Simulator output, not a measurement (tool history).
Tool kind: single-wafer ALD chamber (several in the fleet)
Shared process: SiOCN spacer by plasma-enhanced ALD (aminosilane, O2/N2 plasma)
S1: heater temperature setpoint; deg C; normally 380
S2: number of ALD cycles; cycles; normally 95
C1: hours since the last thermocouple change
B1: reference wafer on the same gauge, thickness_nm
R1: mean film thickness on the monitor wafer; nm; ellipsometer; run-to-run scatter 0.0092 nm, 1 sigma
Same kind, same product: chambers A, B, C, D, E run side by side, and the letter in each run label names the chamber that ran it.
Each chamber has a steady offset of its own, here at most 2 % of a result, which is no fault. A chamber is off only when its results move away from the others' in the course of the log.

run   hour   S1   S2      C1      B1      R1
 1B    8.2  380   95   294.5  6.6193  5.7376
 2A   20.6  380   95     786  6.6174  5.7187
 3E     29  380   95   751.5  6.6147  5.7386
 4C   41.8  380   95   488.9  6.6138  5.7371
 5D   48.9  380   95   542.8  6.6137  5.6291
 6C   58.1  380   95   505.2   6.613  5.7447
 7D   71.9  380   95   565.8  6.6133  5.6219
 8A   80.4  380   95   845.8  6.6117  5.6944
 9E   88.6  380   95   811.1  6.6075   5.728
10B     97  380   95   383.3  6.6099  5.7282
11D  107.8  380   95   601.7  6.6064  5.6284
12E  116.2  380   95   838.7  6.6048  5.7394
13C  126.7  380   95   573.8  6.6046  5.7303
14B    138  380   95   424.3  6.6051  5.7249
15A  144.7  380   95   910.1  6.6015   5.693
16E  151.2  380   95   873.7  6.6018  5.7298
17B    159  380   95   445.3  6.6002  5.7263
18C  172.7  380   95   619.8  6.6005  5.7241
19A    181  380   95   946.4  6.5978  5.6853
20D  188.9  369  101   682.8  6.5989  5.9687
21B  199.9  369  101   486.2   6.599   6.081
22C  208.9  369  101     656  6.5943  6.0728
23A  216.3  369  101   981.7  6.5952  6.0482
24D  222.9  369  101   716.8  6.5926  5.9619
25E    236  380   95   958.5  6.5923  5.7216
26B  247.4  380   95   533.7  6.5903   5.719
27C  260.2  380   95   707.3  6.5897  5.7224
28E  270.4  380   95   992.9  6.5861  5.7194
29A  282.5  392  105  1047.9    6.59   6.299
30D  290.8  392  105   784.7  6.5879  6.2172
31E  298.3  392  105  1020.8   6.582  6.3126
32D  308.4  392  105   802.3  6.5839  6.1965
33A  316.6  392  105    1082  6.5809  6.2872
34C    329  380   95   776.1  6.5827   5.702
35B  340.8  380   95   627.1    6.58  5.6814
36B  349.3  380   95   635.6   6.579   5.698
37C  357.9  380   95     805  6.5779  5.7187

Decide between three cases: one chamber stands off from its peers, the gauge reading all wafers drifts, or nothing is wrong past each chamber's small offset. Where a chamber is off, say which and what most likely put it there.

Every chamber seems to shift together because the gauge that measures them all drifts; the chambers themselves are fine.
Cause: gauge reads low (%) = 0.658.
